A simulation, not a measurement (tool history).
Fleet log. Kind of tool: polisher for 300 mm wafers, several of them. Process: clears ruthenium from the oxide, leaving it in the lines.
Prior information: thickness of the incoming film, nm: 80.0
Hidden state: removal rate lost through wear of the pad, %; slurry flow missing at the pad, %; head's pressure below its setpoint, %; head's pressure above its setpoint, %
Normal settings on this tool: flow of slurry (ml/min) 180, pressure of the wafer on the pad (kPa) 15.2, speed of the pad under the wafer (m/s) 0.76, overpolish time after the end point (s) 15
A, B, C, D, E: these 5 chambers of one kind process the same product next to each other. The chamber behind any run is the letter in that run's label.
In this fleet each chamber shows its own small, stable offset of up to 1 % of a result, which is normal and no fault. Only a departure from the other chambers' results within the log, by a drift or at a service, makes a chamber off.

run	day	flow of slurry (ml/min)	pressure of the wafer on the pad (kPa)	speed of the pad under the wafer (m/s)	overpolish time after the end point (s)	wafers polished on this pad	hours since the slurry nozzle was cleaned	hours since the head pressure was calibrated	time until the end point was called (s)
# day 0.158: chamber C: worn pad replaced by a new one
1A	0.517	180	15.2	0.76	15	577	372.8	293.9	79.389
2E	0.950	180	15.2	0.76	15	584	680.0	257.6	79.931
# day 1.150: chamber A: worn pad replaced by a new one
3C	1.242	180	15.2	0.76	15	281	438.7	630.7	80.520
4D	1.650	180	15.2	0.76	15	621	438.8	979.3	79.719
5B	2.012	180	15.2	0.76	15	599	184.1	959.0	80.803
# day 2.033: chamber E: worn pad replaced by a new one
# day 2.296: chamber B: head pressure recalibrated
6C	2.488	180	15.2	0.76	15	603	468.6	660.6	80.364
# day 2.538: chamber D: worn pad replaced by a new one
7B	2.754	180	15.2	0.76	15	791	201.9	11.0	78.579
# day 2.962: chamber B: worn pad replaced by a new one
# day 3.008: chamber A: head pressure recalibrated
8A	3.204	180	15.2	0.76	15	532	437.3	4.8	79.864
9E	3.692	180	15.2	0.76	15	429	745.8	323.4	80.734
# day 3.896: chamber A: worn pad replaced by a new one
10D	4.100	180	15.2	0.76	15	404	497.6	1038.1	80.315
11B	4.358	180	15.2	0.76	15	361	240.4	49.5	80.888
# day 4.508: chamber C: worn pad replaced by a new one
12E	4.762	180	15.2	0.76	15	706	771.5	349.1	81.286
13D	5.021	180	15.2	0.76	15	643	519.7	1060.2	79.225
# day 5.288: chamber E: worn pad replaced by a new one
14C	5.450	180	15.2	0.76	15	244	539.7	731.7	79.049
# day 5.483: chamber D: worn pad replaced by a new one
# day 5.725: chamber D: slurry nozzle cleaned
15A	5.946	180	15.2	0.76	15	531	503.1	70.6	79.533
# day 5.975: chamber B: worn pad replaced by a new one
16E	6.467	180	15.2	0.76	22	306	812.4	390.0	80.632
# day 6.612: chamber E: slurry nozzle cleaned
17B	6.800	180	15.2	0.76	22	214	299.0	108.1	79.199
# day 6.842: chamber E: head pressure recalibrated
# day 6.954: chamber A: worn pad replaced by a new one
18C	7.242	180	15.2	0.76	22	708	582.7	774.7	80.262
19D	7.558	180	15.2	0.76	22	537	44.1	1121.1	80.179
20A	8.079	180	15.2	0.76	22	291	554.3	121.8	80.956
# day 8.288: chamber D: head pressure recalibrated
# day 8.321: chamber D: worn pad replaced by a new one
# day 8.400: chamber E: worn pad replaced by a new one
# day 8.462: chamber C: worn pad replaced by a new one
21C	8.596	180	15.2	0.76	15	35	615.2	807.2	79.422
# day 8.904: chamber B: worn pad replaced by a new one
22B	9.033	180	15.2	0.76	15	33	352.6	161.7	79.539
23A	9.346	180	15.2	0.76	15	619	584.7	152.2	81.058
24E	9.571	180	15.2	0.76	15	303	71.0	65.6	79.308
# day 9.817: chamber A: worn pad replaced by a new one
25D	9.988	180	15.2	0.76	15	431	102.4	40.8	80.092
26E	10.300	180	15.2	0.76	15	492	88.5	83.1	82.912
27B	10.592	180	15.2	0.76	15	437	390.0	199.1	80.768
28C	11.100	180	15.2	0.90	15	683	675.3	867.3	67.566
# day 11.142: chamber E: worn pad replaced by a new one
29A	11.342	180	15.2	0.90	15	395	632.6	200.1	67.852
# day 11.567: chamber D: worn pad replaced by a new one
30D	11.583	180	15.2	0.90	15	4	140.7	79.1	67.911
31A	11.879	180	15.2	0.90	15	534	645.5	213.0	69.748
32D	12.183	180	15.2	0.90	15	159	155.1	93.5	67.688
# day 12.212: chamber B: worn pad replaced by a new one
33B	12.421	180	15.2	0.76	15	53	433.9	243.0	77.815
# day 12.446: chamber A: worn pad replaced by a new one
# day 12.854: chamber C: worn pad replaced by a new one
34C	12.938	180	15.2	0.76	15	22	719.4	911.4	80.565
# day 12.988: chamber B: slurry nozzle cleaned
35E	13.325	180	15.2	0.76	15	565	161.1	155.7	79.155
36C	13.562	180	15.2	0.76	15	184	734.4	926.4	80.246
37D	14.042	180	15.2	0.76	15	640	199.7	138.1	79.671
38B	14.279	180	15.2	0.76	15	535	31.1	287.6	80.680
# day 14.504: chamber E: worn pad replaced by a new one
39E	14.667	180	15.2	0.76	15	43	193.3	187.9	79.674
40A	14.938	180	15.2	0.76	15	645	718.9	286.4	80.958

All 5 chambers run these settings next. Forecast each chamber's results:
41A	15.312	180	15.2	0.76	15				?
41B	15.312	180	15.2	0.76	15				?
41C	15.312	180	15.2	0.76	15				?
41D	15.312	180	15.2	0.76	15				?
41E	15.312	180	15.2	0.76	15				?

run	time until the end point was called (s)
41A	81.399
41B	80.361
41C	79.650
41D	80.958
41E	80.875
